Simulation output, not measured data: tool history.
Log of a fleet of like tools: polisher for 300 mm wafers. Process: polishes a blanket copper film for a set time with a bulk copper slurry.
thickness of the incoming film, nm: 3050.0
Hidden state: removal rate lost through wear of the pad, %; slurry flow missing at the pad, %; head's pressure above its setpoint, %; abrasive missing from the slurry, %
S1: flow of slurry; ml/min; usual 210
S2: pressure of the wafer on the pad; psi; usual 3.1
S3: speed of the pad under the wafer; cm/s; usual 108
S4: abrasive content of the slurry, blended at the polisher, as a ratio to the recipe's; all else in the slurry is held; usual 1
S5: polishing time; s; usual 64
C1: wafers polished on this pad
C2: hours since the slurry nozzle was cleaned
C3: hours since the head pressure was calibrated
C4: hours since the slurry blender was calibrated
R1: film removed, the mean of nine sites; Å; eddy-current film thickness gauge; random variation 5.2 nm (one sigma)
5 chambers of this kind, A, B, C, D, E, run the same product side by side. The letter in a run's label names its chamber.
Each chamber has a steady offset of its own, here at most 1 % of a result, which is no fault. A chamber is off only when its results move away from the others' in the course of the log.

{"run": "1C", "hour": 8.1, "S1": 210, "S2": 3.1, "S3": 108, "S4": 1, "S5": 64, "C1": 580, "C2": 147.9, "C3": 399.9, "C4": 370.8, "R1": 6259.8}
{"run": "2E", "hour": 13.7, "S1": 210, "S2": 3.1, "S3": 108, "S4": 1, "S5": 64, "C1": 236, "C2": 191.3, "C3": 262.2, "C4": 112.9, "R1": 6278.6}
{"run": "3D", "hour": 18.7, "S1": 210, "S2": 3.1, "S3": 108, "S4": 1, "S5": 64, "C1": 341, "C2": 392.6, "C3": 836.4, "C4": 304.3, "R1": 6120.5}
{"run": "4A", "hour": 25.4, "S1": 210, "S2": 3.1, "S3": 108, "S4": 1, "S5": 64, "C1": 283, "C2": 267.1, "C3": 234.8, "C4": 88.9, "R1": 6154.4}
{"run": "5B", "hour": 31.5, "S1": 210, "S2": 3.1, "S3": 108, "S4": 1, "S5": 64, "C1": 1047, "C2": 276.1, "C3": 167.8, "C4": 103.4, "R1": 6170.6}
{"run": "6D", "hour": 36.7, "S1": 210, "S2": 3.1, "S3": 108, "S4": 1, "S5": 64, "C1": 487, "C2": 410.6, "C3": 854.4, "C4": 322.3, "R1": 6186.5}
{"run": "7C", "hour": 43.0, "S1": 210, "S2": 3.1, "S3": 108, "S4": 1, "S5": 64, "C1": 865, "C2": 182.8, "C3": 434.8, "C4": 405.7, "R1": 6206}
{"hour": 48.5, "done": "chamber C: slurry nozzle cleaned"}
{"run": "8A", "hour": 48.5, "S1": 210, "S2": 3.1, "S3": 108, "S4": 1, "S5": 64, "C1": 471, "C2": 290.2, "C3": 257.9, "C4": 112, "R1": 6264.8}
{"run": "9B", "hour": 52.2, "S1": 210, "S2": 3.1, "S3": 108, "S4": 1, "S5": 64, "C1": 1216, "C2": 296.8, "C3": 188.5, "C4": 124.1, "R1": 6251.5}
{"hour": 53.0, "done": "chamber D: worn pad replaced by a new one"}
{"run": "10E", "hour": 59.3, "S1": 210, "S2": 3.1, "S3": 108, "S4": 1, "S5": 64, "C1": 608, "C2": 236.9, "C3": 307.8, "C4": 158.5, "R1": 6218.4}
{"hour": 64.2, "done": "chamber B: worn pad replaced by a new one"}
{"run": "11C", "hour": 64.7, "S1": 210, "S2": 3.1, "S3": 108, "S4": 1, "S5": 64, "C1": 1042, "C2": 16.3, "C3": 456.5, "C4": 427.4, "R1": 6262.7}
{"hour": 65.9, "done": "chamber E: slurry blender recalibrated"}
{"hour": 67.5, "done": "chamber E: worn pad replaced by a new one"}
{"run": "12A", "hour": 68.7, "S1": 210, "S2": 3.1, "S3": 108, "S4": 1, "S5": 64, "C1": 636, "C2": 310.4, "C3": 278.1, "C4": 132.2, "R1": 6253}
{"run": "13B", "hour": 76.1, "S1": 210, "S2": 3.1, "S3": 108, "S4": 1, "S5": 64, "C1": 97, "C2": 320.7, "C3": 212.4, "C4": 148, "R1": 6222.2}
{"run": "14D", "hour": 84.1, "S1": 280, "S2": 3.8, "S3": 108, "S4": 1, "S5": 64, "C1": 253, "C2": 458, "C3": 901.8, "C4": 369.7, "R1": 7971.8}
{"run": "15E", "hour": 88.8, "S1": 280, "S2": 3.8, "S3": 108, "S4": 1, "S5": 64, "C1": 174, "C2": 266.4, "C3": 337.3, "C4": 23, "R1": 7773.8}
{"hour": 90.7, "done": "chamber C: slurry blender recalibrated"}
{"run": "16E", "hour": 93.6, "S1": 280, "S2": 3.8, "S3": 108, "S4": 1, "S5": 64, "C1": 213, "C2": 271.2, "C3": 342.1, "C4": 27.8, "R1": 7832.9}
{"run": "17A", "hour": 98.3, "S1": 280, "S2": 3.8, "S3": 108, "S4": 1, "S5": 64, "C1": 877, "C2": 340, "C3": 307.7, "C4": 161.8, "R1": 7888}
{"run": "18B", "hour": 103.4, "S1": 280, "S2": 3.8, "S3": 108, "S4": 1, "S5": 64, "C1": 319, "C2": 348, "C3": 239.7, "C4": 175.3, "R1": 7880.3}
{"hour": 105.1, "done": "chamber C: worn pad replaced by a new one"}
{"run": "19C", "hour": 110.7, "S1": 210, "S2": 3.1, "S3": 108, "S4": 1, "S5": 64, "C1": 46, "C2": 62.3, "C3": 502.5, "C4": 20.1, "R1": 6177.7}
{"run": "20D", "hour": 117.1, "S1": 210, "S2": 3.1, "S3": 108, "S4": 1, "S5": 64, "C1": 522, "C2": 491, "C3": 934.8, "C4": 402.7, "R1": 6254.6}
{"hour": 119.0, "done": "chamber A: head pressure recalibrated"}
{"run": "21B", "hour": 122.6, "S1": 210, "S2": 3.1, "S3": 108, "S4": 1, "S5": 64, "C1": 476, "C2": 367.2, "C3": 258.9, "C4": 194.5, "R1": 6149.6}
{"run": "22E", "hour": 129.2, "S1": 210, "S2": 3.1, "S3": 108, "S4": 1, "S5": 64, "C1": 503, "C2": 306.8, "C3": 377.7, "C4": 63.4, "R1": 6276.3}
{"run": "23A", "hour": 133.7, "S1": 210, "S2": 3.1, "S3": 108, "S4": 1, "S5": 64, "C1": 1165, "C2": 375.4, "C3": 14.7, "C4": 197.2, "R1": 6260.9}
{"run": "24D", "hour": 141.1, "S1": 210, "S2": 3.1, "S3": 108, "S4": 1.15, "S5": 72, "C1": 718, "C2": 515, "C3": 958.8, "C4": 426.7, "R1": 7299.3}
{"hour": 147.8, "done": "chamber D: worn pad replaced by a new one"}
{"run": "25C", "hour": 148.5, "S1": 210, "S2": 3.1, "S3": 108, "S4": 1.15, "S5": 72, "C1": 354, "C2": 100.1, "C3": 540.3, "C4": 57.9, "R1": 7165.9}
{"hour": 152.9, "done": "chamber A: worn pad replaced by a new one"}
{"run": "26B", "hour": 155.4, "S1": 210, "S2": 3.1, "S3": 108, "S4": 1.15, "S5": 72, "C1": 743, "C2": 400, "C3": 291.7, "C4": 227.3, "R1": 7164.7}
{"hour": 159.8, "done": "chamber E: worn pad replaced by a new one"}
{"run": "27E", "hour": 163.5, "S1": 210, "S2": 3.1, "S3": 108, "S4": 1.15, "S5": 72, "C1": 30, "C2": 341.1, "C3": 412, "C4": 97.7, "R1": 7105.7}
{"run": "28D", "hour": 171.4, "S1": 210, "S2": 3.1, "S3": 108, "S4": 1.15, "S5": 72, "C1": 192, "C2": 545.3, "C3": 989.1, "C4": 457, "R1": 7234.1}
{"run": "29A", "hour": 178.1, "S1": 210, "S2": 3.1, "S3": 108, "S4": 1, "S5": 64, "C1": 205, "C2": 419.8, "C3": 59.1, "C4": 241.6, "R1": 6334.6}
{"run": "30C", "hour": 182.0, "S1": 210, "S2": 3.1, "S3": 108, "S4": 1, "S5": 64, "C1": 627, "C2": 133.6, "C3": 573.8, "C4": 91.4, "R1": 6237}
{"hour": 183.6, "done": "chamber D: slurry blender recalibrated"}
{"run": "31D", "hour": 186.7, "S1": 210, "S2": 3.1, "S3": 108, "S4": 1, "S5": 64, "C1": 317, "C2": 560.6, "C3": 1004.4, "C4": 3.2, "R1": 6306.4}
{"run": "32C", "hour": 194.7, "S1": 210, "S2": 3.1, "S3": 108, "S4": 1, "S5": 64, "C1": 730, "C2": 146.3, "C3": 586.5, "C4": 104.1, "R1": 6149.9}
{"run": "33A", "hour": 202.8, "S1": 210, "S2": 3.1, "S3": 108, "S4": 1, "S5": 64, "C1": 406, "C2": 444.5, "C3": 83.8, "C4": 266.3, "R1": 6261.1}
{"run": "34E", "hour": 206.8, "S1": 210, "S2": 3.1, "S3": 108, "S4": 1, "S5": 64, "C1": 382, "C2": 384.4, "C3": 455.3, "C4": 141, "R1": 6246.5}

Is one chamber off against the others, does the gauge drift, or is nothing wrong? If a chamber is off, say which, and what the likeliest cause is.

No chamber stands off beyond its own small offset, and the gauge holds steady.
